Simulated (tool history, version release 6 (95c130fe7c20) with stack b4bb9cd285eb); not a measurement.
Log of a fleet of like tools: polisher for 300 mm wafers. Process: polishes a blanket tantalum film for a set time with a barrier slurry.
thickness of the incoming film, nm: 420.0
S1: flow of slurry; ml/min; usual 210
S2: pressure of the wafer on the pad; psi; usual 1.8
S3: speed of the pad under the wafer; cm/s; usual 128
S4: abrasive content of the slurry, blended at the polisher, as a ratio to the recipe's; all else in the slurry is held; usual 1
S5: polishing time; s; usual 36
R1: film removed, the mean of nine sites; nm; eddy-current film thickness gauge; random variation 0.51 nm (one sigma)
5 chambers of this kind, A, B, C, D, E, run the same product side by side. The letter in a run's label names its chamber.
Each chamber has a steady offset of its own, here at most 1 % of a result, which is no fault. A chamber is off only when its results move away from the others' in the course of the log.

run,hour,S1,S2,S3,S4,S5,R1
# hour 1.3: chamber B: slurry blender recalibrated
# hour 5.4: chamber C: worn pad replaced by a new one
# hour 5.6: chamber C: slurry blender recalibrated
1B,7.1,210,1.8,128,1,36,57.369
# hour 8.4: chamber D: slurry nozzle cleaned
# hour 9.5: chamber E: worn pad replaced by a new one
# hour 10.7: chamber E: slurry nozzle cleaned
2D,11.8,210,1.8,128,1,36,57.698
3E,18.3,210,1.8,128,1,36,58.038
# hour 20: chamber D: worn pad replaced by a new one
# hour 24.9: chamber A: slurry nozzle cleaned
4A,25.6,210,1.8,128,1,36,58.015
# hour 32.7: chamber B: slurry nozzle cleaned
5C,33.2,210,1.8,128,1,36,57.442
6E,40.6,210,1.8,128,1,36,56.776
7A,44.4,210,1.8,128,1,36,58.457
# hour 44.8: chamber B: worn pad replaced by a new one
# hour 45.7: chamber D: head pressure recalibrated
8D,48.2,210,1.8,128,1,36,58.03
9C,53.5,210,1.8,128,1,36,56.856
# hour 55: chamber C: worn pad replaced by a new one
10B,60.2,275,1.8,128,1,47,77.655
# hour 60.8: chamber D: worn pad replaced by a new one
11C,65.8,275,1.8,128,1,47,77.559
12B,70.4,275,1.8,128,1,47,76.624
# hour 74.2: chamber E: worn pad replaced by a new one
13E,78.3,275,1.8,128,1,47,76.815
# hour 79.5: chamber A: worn pad replaced by a new one
14A,82.4,275,1.8,128,1,47,77.39
# hour 83.3: chamber D: slurry blender recalibrated
15D,89.8,210,2.2,128,0.8,36,65.212
16C,96.8,210,2.2,128,0.8,36,64.5
17E,104.3,210,2.2,128,0.8,36,66.162
# hour 108.4: chamber D: worn pad replaced by a new one
18D,110,210,2.2,128,0.8,36,65.771
# hour 110.2: chamber C: worn pad replaced by a new one
19A,115,210,2.2,128,0.8,36,65.331
# hour 115.5: chamber B: head pressure recalibrated
20B,119.5,210,1.8,128,1,36,50.936
21D,125.4,210,1.8,128,1,36,57.204
# hour 130.8: chamber C: slurry nozzle cleaned
22E,131.1,210,1.8,128,1,36,57.711
# hour 135.7: chamber E: worn pad replaced by a new one
23C,135.9,210,1.8,128,1,36,57.09
# hour 136.3: chamber C: slurry blender recalibrated
24A,140.2,210,1.8,128,1,36,57.576
25B,145.3,210,1.8,128,1,36,51.129
# hour 149.5: chamber D: worn pad replaced by a new one
26A,150.8,210,1.8,128,1,36,57.99
27B,158.7,180,1.8,128,1.3,36,53.415
28C,163.1,180,1.8,128,1.3,36,59.714
# hour 165.3: chamber C: worn pad replaced by a new one
29D,168.8,180,1.8,128,1.3,36,60.687
30E,174.4,180,1.8,128,1.3,36,59.42
31A,178.3,180,1.8,128,1.3,36,59.953
32C,182.2,210,1.8,128,1,36,57.152
33D,189.3,210,1.8,128,1,36,57.047

What goes on in this fleet: one chamber off, a drifting gauge, or nothing beyond the chambers' own small offsets? Name the chamber and the cause, if any.

A service left chamber B off against the others.
Cause: head's pressure below its setpoint, % = 10.1.

Here are 4 candidates for chamber B's next run, each the usual settings with a change, their results left as question marks. Which one brings its results back in line with what the others give on the usual settings?
In line means no further than this from the other chambers' mean on the usual settings: R1 1.8 nm
34B-1,195,210,1.8,142,1,36,?
34B-2,195,210,1.7,128,1,36,?
34B-3,195,210,1.8,134,1,36,?
34B-4,195,210,1.8,128,1,32,?

The other chambers' mean on the usual settings: R1 57.514 nm
run,R1
34B-1,57.354
34B-2,48.942
34B-3,54.166
34B-4,46.023
34B-1 brings the chamber back in line.
